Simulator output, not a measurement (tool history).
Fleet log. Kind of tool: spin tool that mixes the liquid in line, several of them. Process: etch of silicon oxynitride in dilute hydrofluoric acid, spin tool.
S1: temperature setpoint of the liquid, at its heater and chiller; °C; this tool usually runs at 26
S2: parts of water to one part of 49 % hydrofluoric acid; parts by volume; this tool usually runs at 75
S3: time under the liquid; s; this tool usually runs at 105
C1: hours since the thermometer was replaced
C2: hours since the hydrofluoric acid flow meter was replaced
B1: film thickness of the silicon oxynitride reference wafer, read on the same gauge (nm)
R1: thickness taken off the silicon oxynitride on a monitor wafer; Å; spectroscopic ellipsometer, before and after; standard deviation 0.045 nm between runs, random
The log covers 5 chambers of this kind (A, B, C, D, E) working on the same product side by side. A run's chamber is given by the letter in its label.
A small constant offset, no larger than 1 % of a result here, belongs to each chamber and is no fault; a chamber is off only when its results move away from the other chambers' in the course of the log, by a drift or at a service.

run   hour    S1   S2   S3      C1      C2      B1      R1
 1B   11.4    26   75  105  1683.2   508.3  119.97  57.008
 2E   20.8    26   75  105  1506.3  1566.6  119.95  58.424
 3D   37.1    26   75  105   648.7   250.3  119.98  58.792
 4A   46.8    26   75  105   223.5     668  120.01  57.955
      49.7  -- chamber B: hydrofluoric acid flow meter replaced
 5C   59.4    26   75  105   146.7   329.1  120.02  57.838
 6B   74.8    26   75  105  1746.6    25.2  119.99  56.579
 7C   83.6    26   75  105   170.9   353.3  119.99  57.825
 8A   94.9    26   75  105   271.6   716.1  119.96   58.77
 9D  105.7    26   75  105   717.3   318.9  120.02  57.355
10E  121.9    26   75  105  1607.4  1667.7     120  58.763
11B  137.1    26   75  105  1808.9    87.5     120  56.349
12E  149.9    26   75  105  1635.4  1695.7  119.97  57.382
13D  161.8    26   75  105   773.4     375  119.97  56.933
14C  173.9    26   75  105   261.2   443.6  120.04  57.519
15A  189.2    26   75  105   365.9   810.4  120.02  58.467
       193  -- chamber B: thermometer replaced
16C  198.3    26   75  105   285.6     468     120  57.843
17D  206.8    26   75  105   818.4     420     120  57.217
18B  219.2    26  110  105    26.2   169.6     120  37.424
19E  235.8    26  110  105  1721.3  1781.6  119.98  38.162
20A  249.1    26  110  105   425.8   870.3  119.99  38.685
21A  258.6    26  110  105   435.3   879.8  120.04  38.029
22B  268.5    26  110  105    75.5   218.9  120.05   38.36
23C  279.3  22.5   75  105   366.6     549  120.03  48.811
24D  287.5  22.5   75  105   899.1   500.7     120    47.6
25E    295  22.5   75  105  1780.5  1840.8     120  48.723
26E  307.9  22.5   75  105  1793.4  1853.7  120.03  49.312
27D  323.3  22.5   75  105   934.9   536.5  119.99  47.236
28B  332.8    26   75  105   139.8   283.2  120.05  57.208
29A  346.6    26   75  105   523.3   967.8  120.04  58.851
30C  355.9    26   75  105   443.2   625.6  119.98  58.023
31C  369.3    26   75  105   456.6     639  119.97  57.844
32D  382.3    26   75  105   993.9   595.5  119.97  54.935
33A  398.1    26   75  105   574.8  1019.3     120  58.406
34B  407.8    26   75  105   214.8   358.2  119.98  57.864
35E  424.4    26   75  105  1909.9  1970.2  120.03   57.85
36D  433.2    26   75  105  1044.8   646.4  119.99  53.713
37B  449.2    26   75  105   256.2   399.6  119.96  57.456
38E  458.9    26   75  105  1944.4  2004.7  120.02  57.687

Which is it: a chamber that has drifted or been left off by a service, a gauge drift common to all chambers, or only each chamber's usual small offset? If a chamber is off, name it and its likeliest cause.

It is chamber D that slowly wanders off from its peers.
What lies behind it: liquid colder than its thermometer reads (K) = 1.71.
From this log alone, it may not be told apart from: hydrofluoric acid flow below the setpoint (%).

Chamber D could run next with any of the 4 candidate recipes listed below; each alters the usual settings, and their results appear as question marks. Which one brings its results back in line with what the other chambers deliver on the usual settings?
In line here means within this much of the mean the other chambers give on the usual settings: R1 1.6 Å
39D-1  470.9    26  70  105               ?
39D-2  470.9  25.5  85  105               ?
39D-3  470.9  24.5  75  105               ?
39D-4  470.9    26  70  115               ?

On the usual settings, the other chambers give on average: R1 58.068 Å
  run      R1
39D-1   58.02
39D-2  46.218
39D-3  50.263
39D-4  63.545
The answer is 39D-1, which returns the chamber to within the allowed miss of the others.
